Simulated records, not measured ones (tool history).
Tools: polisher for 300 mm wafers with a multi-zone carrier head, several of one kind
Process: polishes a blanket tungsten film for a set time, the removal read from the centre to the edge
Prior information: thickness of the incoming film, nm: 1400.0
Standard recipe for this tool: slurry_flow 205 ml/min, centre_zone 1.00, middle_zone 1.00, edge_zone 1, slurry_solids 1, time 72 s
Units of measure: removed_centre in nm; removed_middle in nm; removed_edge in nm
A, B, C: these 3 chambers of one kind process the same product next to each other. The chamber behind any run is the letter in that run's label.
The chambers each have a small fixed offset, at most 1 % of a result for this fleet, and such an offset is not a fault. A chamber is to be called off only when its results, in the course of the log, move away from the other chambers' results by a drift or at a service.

run	hour	slurry_flow	centre_zone	middle_zone	edge_zone	slurry_solids	time	removed_centre	removed_middle	removed_edge
# hour 0.1: chamber C: worn pad replaced by a new one
# hour 5.7: chamber A: worn pad replaced by a new one
1C	11.9	205	1.00	1.00	1	1	72	412.92	419.18	416.30
# hour 14.4: chamber C: slurry nozzle cleaned
2A	21.1	205	1.00	1.00	1	1	72	416.56	412.75	416.25
3B	29.1	205	1.00	1.00	1	1	72	416.82	415.79	415.85
# hour 38.2: chamber B: edge zone pressure recalibrated
4C	38.4	205	1.00	1.00	1	1	72	407.86	414.08	419.70
# hour 40.7: chamber C: edge zone pressure recalibrated
5A	47.4	140	1.00	1.00	1	1	88	471.76	479.88	484.35
6B	57.4	140	1.00	1.00	1	1	88	472.58	467.77	481.28
7C	65.7	140	1.00	1.00	1	1	88	465.84	477.47	477.01
8A	76.7	205	1.00	1.00	1	1	72	412.20	425.62	412.26
9B	84.1	205	1.00	1.00	1	1	72	417.59	409.01	409.71
# hour 85.7: chamber B: worn pad replaced by a new one
10B	90.2	205	1.00	1.00	1	1	72	420.88	409.45	408.67
# hour 90.4: chamber A: worn pad replaced by a new one
# hour 95.0: chamber C: worn pad replaced by a new one
11A	99.2	205	1.00	1.00	1	1	72	412.98	410.94	411.97
12C	109.4	205	1.00	1.00	1	1	72	405.05	414.98	415.10
13C	120.9	205	1.00	1.00	1	1	72	400.45	413.84	410.82
14B	131.4	205	1.00	1.00	1	1	72	415.44	408.78	411.25
15A	142.4	205	0.88	1.00	1	1	90	454.49	517.16	513.78
16A	153.5	205	0.88	1.00	1	1	90	456.33	518.07	518.59
17B	161.5	205	0.88	1.00	1	1	90	451.54	512.65	513.24
18C	173.1	205	1.00	1.00	1	1	72	401.49	414.44	413.59
19C	183.3	205	1.00	1.00	1	1	72	391.16	413.72	417.78
# hour 186.4: chamber C: worn pad replaced by a new one
# hour 191.1: chamber A: worn pad replaced by a new one
20B	194.3	205	1.00	1.00	1	1	72	414.67	416.44	409.25
21A	204.2	205	1.00	1.00	1	1	72	410.26	415.90	413.72
22A	216.7	205	1.00	1.00	1	1	72	411.17	418.95	414.29
23B	229.6	205	1.00	1.04	1	1	72	417.07	425.83	410.98
# hour 231.9: chamber B: worn pad replaced by a new one
24C	235.8	205	1.00	1.04	1	1	72	389.61	427.94	415.48
25B	248.4	205	1.00	1.04	1	1	72	419.69	433.40	408.98
26A	257.7	205	1.00	1.00	1	1	72	417.50	424.62	414.40
27C	267.7	205	1.00	1.00	1	1	72	389.33	411.75	414.12
28B	276.9	205	1.00	1.00	1	1	72	414.63	412.93	411.43
29A	285.2	205	1.00	1.00	1	1	72	416.40	417.07	419.14
# hour 290.7: chamber A: worn pad replaced by a new one
# hour 291.0: chamber C: worn pad replaced by a new one
30C	291.0	205	1.00	1.00	1	1	72	389.19	420.84	411.24
31C	299.5	205	1.00	1.00	1	1	72	387.41	419.14	416.72
# hour 302.1: chamber A: centre zone pressure recalibrated
32A	307.0	205	1.00	1.00	1	1	72	418.47	422.23	415.94
33B	313.7	205	1.00	1.00	1	1	72	415.36	410.31	409.76
34B	319.9	205	1.00	1.00	1	1	72	413.26	410.96	410.64

All chambers now run identical settings, listed one chamber a line with results as question marks. What results will each chamber show?
35A	329.3	205	1.00	1.00	1	1	72	?	?	?
35B	329.3	205	1.00	1.00	1	1	72	?	?	?
35C	329.3	205	1.00	1.00	1	1	72	?	?	?

run	removed_centre	removed_middle	removed_edge
35A	415.61	415.99	413.45
35B	415.85	413.98	419.53
35C	381.91	411.97	412.57
